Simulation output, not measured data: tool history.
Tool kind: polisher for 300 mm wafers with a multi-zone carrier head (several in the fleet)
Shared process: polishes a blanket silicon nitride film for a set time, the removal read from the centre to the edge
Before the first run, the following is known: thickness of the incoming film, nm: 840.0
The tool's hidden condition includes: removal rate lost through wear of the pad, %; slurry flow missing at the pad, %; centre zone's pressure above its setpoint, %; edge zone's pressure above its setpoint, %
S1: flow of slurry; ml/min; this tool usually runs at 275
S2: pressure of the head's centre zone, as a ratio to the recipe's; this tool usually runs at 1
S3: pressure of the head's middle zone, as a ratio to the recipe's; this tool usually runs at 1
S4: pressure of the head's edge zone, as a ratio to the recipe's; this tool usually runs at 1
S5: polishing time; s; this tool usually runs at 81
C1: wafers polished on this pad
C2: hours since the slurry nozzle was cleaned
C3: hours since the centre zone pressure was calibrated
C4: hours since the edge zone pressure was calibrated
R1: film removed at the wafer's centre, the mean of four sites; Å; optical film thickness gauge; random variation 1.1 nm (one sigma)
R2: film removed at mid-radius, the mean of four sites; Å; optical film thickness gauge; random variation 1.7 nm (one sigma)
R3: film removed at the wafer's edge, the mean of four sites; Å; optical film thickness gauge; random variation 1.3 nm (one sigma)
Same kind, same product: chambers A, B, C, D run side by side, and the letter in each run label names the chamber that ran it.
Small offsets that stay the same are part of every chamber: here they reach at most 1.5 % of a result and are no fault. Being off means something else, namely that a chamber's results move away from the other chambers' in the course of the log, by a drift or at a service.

run   hour   S1  S2    S3    S4  S5    C1     C2      C3     C4      R1      R2      R3
       3.6  -- chamber B: slurry nozzle cleaned
       6.4  -- chamber D: worn pad replaced by a new one
 1D    7.6  275   1     1     1  81    14  297.3   464.7   67.7  1696.7  1685.2  1663.9
 2B     14  275   1     1     1  81   504   10.5  1217.3  160.7  1696.5    1678  1711.6
      24.8  -- chamber C: centre zone pressure recalibrated
 3C     27  275   1     1     1  81   356  496.3     2.3  171.7  1691.8  1672.3  1671.8
 4A   32.8  275   1     1     1  81   420  239.5      43   44.5  1660.8  1717.3    1683
 5A     44  275   1     1     1  81   546  250.7    54.2   55.7  1669.3  1688.7    1692
        48  -- chamber B: centre zone pressure recalibrated
 6B   50.1  275   1     1     1  81   908   46.6     2.1  196.8  1692.8  1707.6  1691.2
 7C   57.7  275   1     1     1  81   700    527      33  202.4  1694.3  1711.9  1684.1
 8D   63.6  275   1     1     1  81   641  353.3   520.7  123.7  1694.8  1679.8  1665.2
      68.2  -- chamber B: worn pad replaced by a new one
 9B   74.7  275   1     1     1  81    73   71.2    26.7  221.4  1711.1  1702.3  1698.8
10A   81.9  275   1     1     1  81   970  288.6    92.1   93.6  1671.1  1712.7  1666.1
      83.3  -- chamber A: worn pad replaced by a new one
      85.4  -- chamber C: worn pad replaced by a new one
11D   92.3  275   1     1  1.11  81   962    382   549.4  152.4    1692  1645.1  1792.5
      98.1  -- chamber D: slurry nozzle cleaned
12C   98.8  275   1     1  1.11  81   150  568.1    74.1  243.5  1694.3  1689.9  1826.8
13B  108.1  275   1     1  1.11  81   447  104.6    60.1  254.8  1710.4  1708.8  1788.3
14C  120.8  275   1     1  1.11  81   396  590.1    96.1  265.5  1666.8  1697.3  1793.9
15D  131.4  275   1     1     1  81  1401   33.4   588.5  191.5  1678.6  1661.1    1669
       137  -- chamber D: worn pad replaced by a new one
16A  142.9  275   1     1     1  81   668  349.6   153.1  154.6  1673.5  1698.4  1691.4
17B  153.1  275   1  0.93     1  81   951  149.6   105.1  299.8  1704.7  1577.9  1711.8
     157.9  -- chamber C: worn pad replaced by a new one
     161.2  -- chamber A: worn pad replaced by a new one
18C  161.7  275   1  0.93     1  81    42    631     137  306.4  1681.8  1573.4  1694.4
19D  169.2  275   1  0.93     1  81   361   71.2   626.3  229.3  1692.4  1577.1  1683.7
20A  178.3  275   1  0.93     1  81   192    385   188.5    190  1668.4  1570.1  1695.5
     178.8  -- chamber B: worn pad replaced by a new one
     180.8  -- chamber A: slurry nozzle cleaned
21B    191  275   1     1     1  81   137  187.5     143  337.7  1694.1  1680.9  1691.7
22A  200.1  275   1     1     1  81   436   19.3   210.3  211.8  1681.7  1686.5  1680.4
     207.1  -- chamber C: slurry nozzle cleaned
23C  208.1  320   1     1     1  81   562      1   183.4  352.8  1703.2  1710.8  1720.8
24D  219.2  320   1     1     1  81   921  121.2   676.3  279.3  1710.2  1753.8  1676.5
25C  231.2  320   1     1     1  81   821   24.1   206.5  375.9  1722.1  1700.2  1695.3
     239.6  -- chamber C: worn pad replaced by a new one
26B    242  320   1     1     1  81   708  238.5     194  388.7  1727.7  1722.7  1717.5
     249.8  -- chamber D: worn pad replaced by a new one
27A  255.1  275   1  0.91     1  72  1052   74.3   265.3  266.8  1493.4  1382.1    1489
     257.4  -- chamber A: worn pad replaced by a new one
28D  261.4  275   1  0.91     1  72   130  163.4   718.5  321.5  1518.9  1380.9  1473.3
29C  274.4  275   1  0.91     1  72   390   67.3   249.7  419.1    1513  1366.3  1520.8
30D  283.9  275   1  0.91     1  72   382  185.9     741    344  1500.6  1370.9  1491.3
31A  290.4  275   1     1     1  81   370  109.6   300.6  302.1  1686.1  1701.2  1680.2
     292.2  -- chamber B: worn pad replaced by a new one
32B  303.2  275   1     1     1  81   124  299.7   255.2  449.9  1701.5  1657.9  1709.5
33D  308.9  275   1     1     1  81   662  210.9     766    369    1689    1665  1653.9
     315.7  -- chamber C: worn pad replaced by a new one
34A  316.5  275   1  1.09     1  81   662  135.7   326.7  328.2  1689.6  1855.1  1654.7
35B  327.5  275   1  1.09     1  81   396    324   279.5  474.2    1691  1797.8  1676.8
36C  337.5  275   1  1.09     1  81   244  130.4   312.8  482.2  1685.1  1857.2  1666.3
37A  350.5  275   1  1.09     1  81  1043  169.7   360.7  362.2  1678.6  1828.3  1686.3
     350.6  -- chamber A: worn pad replaced by a new one
38C  360.8  275   1     1     1  81   506  153.7   336.1  505.5  1691.8  1692.3  1693.1
     371.9  -- chamber B: slurry nozzle cleaned
39D    373  275   1     1     1  81  1380    275   830.1  433.1  1683.9  1678.8  1679.3
40B  379.5  275   1     1     1  81   979    7.7   331.5  526.2  1702.2  1706.4  1684.9
41A  392.5  275   1     1     1  81   469  211.7   402.7  404.2  1684.8  1707.4  1671.4

Predict what each chamber gives when all 4 of them run the settings below next.
42A   402  275   1   1   1  81                   ?   ?   ?
42B   402  275   1   1   1  81                   ?   ?   ?
42C   402  275   1   1   1  81                   ?   ?   ?
42D   402  275   1   1   1  81                   ?   ?   ?

run      R1      R2      R3
42A  1656.6  1703.5  1696.2
42B  1697.1    1694  1680.7
42C  1687.8  1691.2  1665.7
42D  1680.1  1714.3  1690.9
